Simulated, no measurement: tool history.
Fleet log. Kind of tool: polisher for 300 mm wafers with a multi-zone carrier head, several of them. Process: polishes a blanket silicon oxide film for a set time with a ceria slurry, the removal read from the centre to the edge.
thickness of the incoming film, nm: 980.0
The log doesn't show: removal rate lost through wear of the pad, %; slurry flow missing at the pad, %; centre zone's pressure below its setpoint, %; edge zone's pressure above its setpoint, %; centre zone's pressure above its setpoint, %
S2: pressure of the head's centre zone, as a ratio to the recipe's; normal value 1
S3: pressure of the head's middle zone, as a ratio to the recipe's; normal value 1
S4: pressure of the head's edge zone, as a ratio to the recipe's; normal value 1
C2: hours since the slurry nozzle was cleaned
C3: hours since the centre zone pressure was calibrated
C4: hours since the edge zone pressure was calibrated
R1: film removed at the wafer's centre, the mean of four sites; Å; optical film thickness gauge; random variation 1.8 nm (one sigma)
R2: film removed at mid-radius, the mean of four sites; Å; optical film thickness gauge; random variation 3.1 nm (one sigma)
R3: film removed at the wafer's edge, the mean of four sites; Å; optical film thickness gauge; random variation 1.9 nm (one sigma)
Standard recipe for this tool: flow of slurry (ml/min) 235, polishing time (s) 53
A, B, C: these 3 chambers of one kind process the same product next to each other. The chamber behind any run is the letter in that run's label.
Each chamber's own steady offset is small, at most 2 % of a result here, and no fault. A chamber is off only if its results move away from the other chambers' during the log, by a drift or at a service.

{"hour": 5.2, "done": "chamber A: worn pad replaced by a new one"}
{"run": "1B", "hour": 12.6, "flow of slurry (ml/min)": 235, "S2": 1, "S3": 1, "S4": 1, "polishing time (s)": 53, "wafers polished on this pad": 366, "C2": 322.8, "C3": 139.5, "C4": 507.6, "R1": 2816.7, "R2": 2842.3, "R3": 2834.3}
{"run": "2C", "hour": 19.4, "flow of slurry (ml/min)": 235, "S2": 1, "S3": 1, "S4": 1, "polishing time (s)": 53, "wafers polished on this pad": 698, "C2": 160.7, "C3": 199.8, "C4": 141.8, "R1": 2811.3, "R2": 2795.9, "R3": 2782.9}
{"hour": 20.1, "done": "chamber C: worn pad replaced by a new one"}
{"run": "3A", "hour": 33.4, "flow of slurry (ml/min)": 235, "S2": 1, "S3": 1, "S4": 1, "polishing time (s)": 53, "wafers polished on this pad": 428, "C2": 212.7, "C3": 270.5, "C4": 492.7, "R1": 2822.9, "R2": 2857.7, "R3": 2868.4}
{"run": "4A", "hour": 48.5, "flow of slurry (ml/min)": 235, "S2": 1, "S3": 1, "S4": 1, "polishing time (s)": 53, "wafers polished on this pad": 656, "C2": 227.8, "C3": 285.6, "C4": 507.8, "R1": 2798.3, "R2": 2815.2, "R3": 2833.2}
{"hour": 51.1, "done": "chamber A: worn pad replaced by a new one"}
{"run": "5C", "hour": 59.3, "flow of slurry (ml/min)": 235, "S2": 1, "S3": 1, "S4": 1, "polishing time (s)": 53, "wafers polished on this pad": 594, "C2": 200.6, "C3": 239.7, "C4": 181.7, "R1": 2805.1, "R2": 2808.2, "R3": 2763}
{"hour": 63.6, "done": "chamber C: worn pad replaced by a new one"}
{"run": "6B", "hour": 66.4, "flow of slurry (ml/min)": 235, "S2": 1, "S3": 1, "S4": 1, "polishing time (s)": 53, "wafers polished on this pad": 1181, "C2": 376.6, "C3": 193.3, "C4": 561.4, "R1": 2840.7, "R2": 2840.9, "R3": 2808.9}
{"hour": 72.6, "done": "chamber B: worn pad replaced by a new one"}
{"run": "7A", "hour": 73.9, "flow of slurry (ml/min)": 160, "S2": 1, "S3": 1, "S4": 1, "polishing time (s)": 63, "wafers polished on this pad": 346, "C2": 253.2, "C3": 311, "C4": 533.2, "R1": 3150.3, "R2": 3173.1, "R3": 3259.7}
{"hour": 78.8, "done": "chamber C: slurry nozzle cleaned"}
{"hour": 84.0, "done": "chamber B: edge zone pressure recalibrated"}
{"run": "8B", "hour": 88.5, "flow of slurry (ml/min)": 160, "S2": 1, "S3": 1, "S4": 1, "polishing time (s)": 63, "wafers polished on this pad": 241, "C2": 398.7, "C3": 215.4, "C4": 4.6, "R1": 3140.5, "R2": 3177.2, "R3": 3210.3}
{"hour": 90.8, "done": "chamber A: worn pad replaced by a new one"}
{"hour": 97.2, "done": "chamber A: centre zone pressure recalibrated"}
{"run": "9C", "hour": 104.0, "flow of slurry (ml/min)": 160, "S2": 1, "S3": 1, "S4": 1, "polishing time (s)": 63, "wafers polished on this pad": 613, "C2": 25.2, "C3": 284.4, "C4": 226.4, "R1": 3137, "R2": 3172.3, "R3": 3185}
{"hour": 109.5, "done": "chamber C: worn pad replaced by a new one"}
{"run": "10C", "hour": 119.1, "flow of slurry (ml/min)": 235, "S2": 0.91, "S3": 1, "S4": 1, "polishing time (s)": 53, "wafers polished on this pad": 146, "C2": 40.3, "C3": 299.5, "C4": 241.5, "R1": 2517.2, "R2": 2783.9, "R3": 2810.4}
{"run": "11B", "hour": 128.4, "flow of slurry (ml/min)": 235, "S2": 0.91, "S3": 1, "S4": 1, "polishing time (s)": 53, "wafers polished on this pad": 845, "C2": 438.6, "C3": 255.3, "C4": 44.5, "R1": 2536.3, "R2": 2803.4, "R3": 2830.9}
{"hour": 132.3, "done": "chamber A: worn pad replaced by a new one"}
{"run": "12A", "hour": 136.0, "flow of slurry (ml/min)": 235, "S2": 0.91, "S3": 1, "S4": 1, "polishing time (s)": 53, "wafers polished on this pad": 56, "C2": 315.3, "C3": 38.9, "C4": 595.3, "R1": 2360.5, "R2": 2863, "R3": 2834.7}
{"run": "13B", "hour": 151.2, "flow of slurry (ml/min)": 310, "S2": 1, "S3": 1, "S4": 1, "polishing time (s)": 46, "wafers polished on this pad": 1191, "C2": 461.4, "C3": 278.1, "C4": 67.3, "R1": 2538, "R2": 2480.5, "R3": 2479.8}
{"run": "14A", "hour": 159.7, "flow of slurry (ml/min)": 310, "S2": 1, "S3": 1, "S4": 1, "polishing time (s)": 46, "wafers polished on this pad": 415, "C2": 339, "C3": 62.6, "C4": 619, "R1": 2331.4, "R2": 2579.7, "R3": 2497.9}
{"hour": 160.8, "done": "chamber C: worn pad replaced by a new one"}
{"hour": 164.9, "done": "chamber B: worn pad replaced by a new one"}
{"run": "15C", "hour": 170.0, "flow of slurry (ml/min)": 310, "S2": 1, "S3": 1, "S4": 1, "polishing time (s)": 46, "wafers polished on this pad": 139, "C2": 91.2, "C3": 350.4, "C4": 292.4, "R1": 2485.9, "R2": 2527.7, "R3": 2450.9}
{"hour": 180.0, "done": "chamber A: slurry nozzle cleaned"}
{"hour": 181.4, "done": "chamber A: worn pad replaced by a new one"}
{"run": "16A", "hour": 183.4, "flow of slurry (ml/min)": 235, "S2": 1, "S3": 1, "S4": 1, "polishing time (s)": 53, "wafers polished on this pad": 31, "C2": 3.5, "C3": 86.3, "C4": 642.7, "R1": 2622.7, "R2": 2864.5, "R3": 2846.1}
{"run": "17C", "hour": 191.2, "flow of slurry (ml/min)": 235, "S2": 1, "S3": 1, "S4": 1, "polishing time (s)": 53, "wafers polished on this pad": 460, "C2": 112.4, "C3": 371.6, "C4": 313.6, "R1": 2807.2, "R2": 2846.3, "R3": 2777}
{"run": "18B", "hour": 197.9, "flow of slurry (ml/min)": 235, "S2": 1, "S3": 1, "S4": 1, "polishing time (s)": 53, "wafers polished on this pad": 499, "C2": 508.1, "C3": 324.8, "C4": 114, "R1": 2818.6, "R2": 2745.8, "R3": 2840.1}
{"hour": 206.0, "done": "chamber C: worn pad replaced by a new one"}
{"run": "19A", "hour": 211.6, "flow of slurry (ml/min)": 195, "S2": 1.04, "S3": 1, "S4": 1, "polishing time (s)": 53, "wafers polished on this pad": 458, "C2": 31.7, "C3": 114.5, "C4": 670.9, "R1": 2645.3, "R2": 2728, "R3": 2768.3}
{"run": "20B", "hour": 219.9, "flow of slurry (ml/min)": 195, "S2": 1.04, "S3": 1, "S4": 1, "polishing time (s)": 53, "wafers polished on this pad": 832, "C2": 530.1, "C3": 346.8, "C4": 136, "R1": 2857.2, "R2": 2757.9, "R3": 2782.3}
{"run": "21C", "hour": 229.0, "flow of slurry (ml/min)": 195, "S2": 1.04, "S3": 1, "S4": 1, "polishing time (s)": 53, "wafers polished on this pad": 349, "C2": 150.2, "C3": 409.4, "C4": 351.4, "R1": 2851, "R2": 2739.9, "R3": 2734.6}

Decide between three cases: one chamber stands off from its peers, the gauge reading all wafers drifts, or nothing is wrong past each chamber's small offset. Where a chamber is off, say which and what most likely put it there.

Chamber A came out of a service off from its peers and stayed that way.
Likeliest cause: centre zone's pressure below its setpoint, % = 7.03.

Below are 4 candidate recipes for chamber A's next run, each the usual settings with a change, their results shown as question marks. Which of them brings A's results back in line with what the other chambers give on the usual settings?
Maximum distance from the other chambers' mean on the usual settings for a result to count as in line: R1 64 Å; R2 110 Å; R3 64 Å
{"run": "22A-1", "hour": 240.2, "flow of slurry (ml/min)": 240, "S2": 1.07, "S3": 0.99, "S4": 0.97, "polishing time (s)": 53, "R1": "?", "R2": "?", "R3": "?"}
{"run": "22A-2", "hour": 240.2, "flow of slurry (ml/min)": 230, "S2": 0.93, "S3": 1.01, "S4": 1.03, "polishing time (s)": 53, "R1": "?", "R2": "?", "R3": "?"}
{"run": "22A-3", "hour": 240.2, "flow of slurry (ml/min)": 225, "S2": 0.87, "S3": 1.01, "S4": 1.05, "polishing time (s)": 53, "R1": "?", "R2": "?", "R3": "?"}
{"run": "22A-4", "hour": 240.2, "flow of slurry (ml/min)": 245, "S2": 1.14, "S3": 0.99, "S4": 0.94, "polishing time (s)": 53, "R1": "?", "R2": "?", "R3": "?"}

Other chambers, usual settings, mean: R1 2812.3 Å; R2 2820.5 Å; R3 2801 Å
run=22A-1 R1=2819.8 R2=2787.4 R3=2803
run=22A-2 R1=2402.1 R2=2825.2 R3=2879.9
run=22A-3 R1=2223 R2=2818.1 R3=2903.3
run=22A-4 R1=3030.2 R2=2793.4 R3=2763.5
22A-1 is the one that brings the chamber's results back in line with the other chambers.
